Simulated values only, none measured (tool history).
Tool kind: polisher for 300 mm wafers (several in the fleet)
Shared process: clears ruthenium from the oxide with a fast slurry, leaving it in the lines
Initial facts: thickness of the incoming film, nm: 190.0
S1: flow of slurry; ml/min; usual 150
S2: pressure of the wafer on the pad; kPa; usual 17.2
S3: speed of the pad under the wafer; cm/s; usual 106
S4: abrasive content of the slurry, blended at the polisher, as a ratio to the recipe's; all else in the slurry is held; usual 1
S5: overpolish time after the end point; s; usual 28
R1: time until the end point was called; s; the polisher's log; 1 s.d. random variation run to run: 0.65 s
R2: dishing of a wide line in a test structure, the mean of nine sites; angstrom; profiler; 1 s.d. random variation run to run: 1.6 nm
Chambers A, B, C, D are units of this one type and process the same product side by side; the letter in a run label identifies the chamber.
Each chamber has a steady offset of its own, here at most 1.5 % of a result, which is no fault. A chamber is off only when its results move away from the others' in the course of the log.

run	hour	S1	S2	S3	S4	S5	R1	R2
1C	3.1	150	17.2	106	1	28	55.538	703.99
2B	5.7	150	17.2	106	1	28	55.433	735.73
3D	9.9	150	17.2	106	1	28	55.903	722.32
4A	12.7	150	17.2	106	1	28	55.643	722.61
5C	16.8	150	17.2	106	1	28	56.023	723.45
# hour 17.4: chamber D: slurry blender recalibrated
6B	20.2	150	17.2	106	1	28	55.919	694.99
7A	24.9	150	17.2	106	1	28	56.552	706.49
8D	29.3	150	17.2	106	1	28	56.168	723.19
# hour 30.1: chamber B: head pressure recalibrated
9A	32.4	150	17.2	106	1	28	55.11	701.02
10D	35.4	150	17.2	106	1	28	56.836	709.37
11C	39.4	130	17.2	70	1	28	87.678	499.57
12B	43.4	130	17.2	70	1	28	86.613	506.11
13D	46.5	130	17.2	70	1	28	86.118	499.43
14B	49.6	130	17.2	70	1	28	86.658	500.16
# hour 52: chamber B: worn pad replaced by a new one
15C	53.7	150	17.2	106	1	28	57.29	711.46
16A	57.8	150	17.2	106	1	28	56.27	732.75
# hour 58.9: chamber B: slurry blender recalibrated
17D	60.4	150	17.2	106	1	28	56.271	678.8
18B	63.2	150	17.2	106	1	28	54.376	739.53
19C	65.7	150	17.2	106	1	28	58.639	698.64
20A	69.8	150	13.1	106	1	38	74.158	722.39
# hour 72.3: chamber A: worn pad replaced by a new one
21A	74.8	150	13.1	106	1	38	73.737	730.86
# hour 77.6: chamber D: worn pad replaced by a new one
# hour 77.8: chamber D: slurry nozzle cleaned
22D	79.2	150	13.1	106	1	38	72.932	749.95
23B	84.5	150	13.1	106	1	38	73.518	723.37
24C	88.5	150	17.2	106	1	28	59.715	696.12
# hour 90.8: chamber A: slurry nozzle cleaned
25A	91.8	150	17.2	106	1.25	28	50.5	816.7
26C	94.8	150	17.2	106	1.25	28	53.034	728.19
27B	100.1	150	17.2	106	1.25	28	50.178	780.74
28D	104.5	150	17.2	106	1.25	28	50.327	743.07
29D	108.4	150	17.2	106	1	28	55.575	729.92
30B	113.4	150	17.2	106	1	28	55.556	725.23
31A	117.6	150	17.2	80	1	28	73.827	562.97
32C	121.8	150	17.2	80	1	28	79.531	532.8
33B	126.4	150	17.2	80	1	28	74.024	590.37
34D	129.7	150	17.2	80	1	28	74.961	564.96
35C	132.9	170	17.2	106	1	14	61.129	368.52
36A	137.5	170	17.2	106	1	14	53.654	401.08
37A	141.2	170	17.2	106	1	14	54.177	395.59

For the next run the whole fleet of 4 chambers uses the same settings. Give each chamber's results:
38A	145.1	150	17.2	106	1	36	?	?
38B	145.1	150	17.2	106	1	36	?	?
38C	145.1	150	17.2	106	1	36	?	?
38D	145.1	150	17.2	106	1	36	?	?

run	R1	R2
38A	56.587	889.6
38B	55.06	855.52
38C	60.843	791.53
38D	56.927	860.27

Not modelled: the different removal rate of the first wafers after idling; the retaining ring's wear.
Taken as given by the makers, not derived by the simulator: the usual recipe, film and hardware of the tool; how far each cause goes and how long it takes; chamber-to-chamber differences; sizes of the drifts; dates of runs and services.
